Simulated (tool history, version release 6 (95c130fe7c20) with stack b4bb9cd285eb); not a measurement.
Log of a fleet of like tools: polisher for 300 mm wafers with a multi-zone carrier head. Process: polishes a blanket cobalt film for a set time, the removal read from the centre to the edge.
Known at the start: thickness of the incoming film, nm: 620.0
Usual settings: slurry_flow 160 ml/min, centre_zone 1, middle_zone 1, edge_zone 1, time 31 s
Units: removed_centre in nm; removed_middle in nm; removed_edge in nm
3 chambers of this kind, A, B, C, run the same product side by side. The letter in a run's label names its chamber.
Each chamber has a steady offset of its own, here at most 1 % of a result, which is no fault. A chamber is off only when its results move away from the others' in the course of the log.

run	hour	slurry_flow	centre_zone	middle_zone	edge_zone	time	wafers polished on this pad	hours since the slurry nozzle was cleaned	hours since the centre zone pressure was calibrated	hours since the edge zone pressure was calibrated	removed_centre	removed_middle	removed_edge
1B	11.6	160	1	1	1	31	801	185.3	296.5	204.8	205.18	206.67	205.6
2A	22.2	160	1	1	1	31	531	227	985.5	597.2	213.01	208.05	208.79
# hour 23.5: chamber A: centre zone pressure recalibrated
3C	30.2	160	1	1	1	31	1165	168.4	472.5	618.5	201.05	208.7	204.98
# hour 35.2: chamber C: worn pad replaced by a new one
4C	37.6	160	1	1	1	31	18	175.8	479.9	625.9	202.96	205.3	209.92
5A	45.5	180	1	1	0.9	31	703	250.3	22	620.5	217.29	209.49	202.45
6B	58.5	180	1	1	0.9	31	1147	232.2	343.4	251.7	209.89	207.72	199.88
7A	69.6	180	1	1	0.9	31	881	274.4	46.1	644.6	213.12	211.52	201.04
8C	76.8	160	1	1	1	31	307	215	519.1	665.1	201.23	204.49	205.87
# hour 84.6: chamber B: worn pad replaced by a new one
9B	89.4	160	1	1	1	31	35	263.1	374.3	282.6	209.15	203.51	209.27
10C	99	160	1	1	1	31	471	237.2	541.3	687.3	208.09	206.55	205.62
# hour 110.9: chamber A: slurry nozzle cleaned
11B	113	160	1	1	1	31	209	286.7	397.9	306.2	205.52	206.02	205.58
# hour 117.7: chamber A: worn pad replaced by a new one
12A	122.5	160	1	1	1	31	35	11.7	99	697.5	208.36	206.41	208.6
13A	134.9	160	1	1	1	31	127	24.1	111.4	709.9	213.32	207.12	209.97
14B	142.9	160	0.89	1	0.95	31	430	316.6	427.8	336.1	179.82	206.31	200.42
15C	157.1	160	0.89	1	0.95	31	900	295.3	599.4	745.4	181.45	208.4	201.31
# hour 162.4: chamber A: edge zone pressure recalibrated
16B	167.9	160	0.89	1	0.95	31	614	341.6	452.8	361.1	181.45	208.87	201.83
17C	176.4	160	1	1	1	31	1042	314.6	618.7	764.7	207.01	207.04	205.64
# hour 183.6: chamber C: worn pad replaced by a new one
18A	190.2	160	1	1	1	31	535	79.4	166.7	27.9	209.33	204.1	207.21
19B	197	160	1	1	1	31	829	370.7	481.9	390.2	208.77	205.85	207.83
20C	209.6	135	1	0.92	1	31	192	347.8	651.9	797.9	198.22	183.66	201.41
# hour 213.2: chamber B: slurry nozzle cleaned
21A	222.3	135	1	0.92	1	31	772	111.5	198.8	60	203.24	185.67	203.61
22B	235.8	135	1	0.92	1	31	1115	22.7	520.7	429	198.25	188	199.8
23A	245.1	160	1	1	1	31	940	134.3	221.6	82.8	203.15	206.32	207.85
24C	252.5	160	1	1	1	31	509	390.7	694.8	840.8	205.5	205.7	206.05
# hour 253.7: chamber B: worn pad replaced by a new one
25A	264.4	115	1	1	1	31	1082	153.6	240.9	102.1	190.86	192.52	197.66
# hour 273.6: chamber A: worn pad replaced by a new one
26C	275.5	115	1	1	1	31	678	413.7	717.8	863.8	187.69	190.45	197.05
27B	281.9	115	1	1	1	31	208	68.8	566.8	475.1	190.29	192.62	196.76
28A	292.5	160	1	1	1	31	140	181.7	269	130.2	207.53	208.49	208.71
29C	304.4	160	1	1	1	31	892	442.6	746.7	892.7	203.63	205.29	208
30B	312.7	160	1	1	1	31	435	99.6	597.6	505.9	205.14	206.46	208.27
31A	322.9	160	1	1	1	31	364	212.1	299.4	160.6	211.21	207.63	206.55
32C	331.7	160	1	1	1	31	1093	469.9	774	920	198.82	208.28	205.18
33B	338.9	160	1	1	1	31	629	125.8	623.8	532.1	210.87	209.9	206.55
34C	350.7	115	1.11	1	1	31	1233	488.9	793	939	213.63	192.86	197.64
# hour 355.2: chamber C: worn pad replaced by a new one
35A	359.4	115	1.11	1	1	31	633	248.6	335.9	197.1	220.08	190.66	198.9
36B	371.4	115	1.11	1	1	31	868	158.3	656.3	564.6	211.15	189.41	196.44
37A	381.5	160	1	1	1	31	797	270.7	358	219.2	210.61	205.29	209.79
38C	391.8	160	1	1	1	31	270	530	834.1	980.1	207.48	205.37	204.46
# hour 394.7: chamber B: edge zone pressure recalibrated
39B	401	160	1	1	1	31	1087	187.9	685.9	6.4	211.49	206.05	204.59
40C	410.3	160	1	1	1	31	407	548.5	852.6	998.6	204.82	207.74	204.97

All 3 chambers run these settings next. Forecast each chamber's results:
41A	420.7	160	1	1	1	31					?	?	?
41B	420.7	160	1	1	1	31					?	?	?
41C	420.7	160	1	1	1	31					?	?	?

run	removed_centre	removed_middle	removed_edge
41A	207.88	205.94	207.2
41B	207.13	206.49	206.68
41C	208.93	208.5	205.74
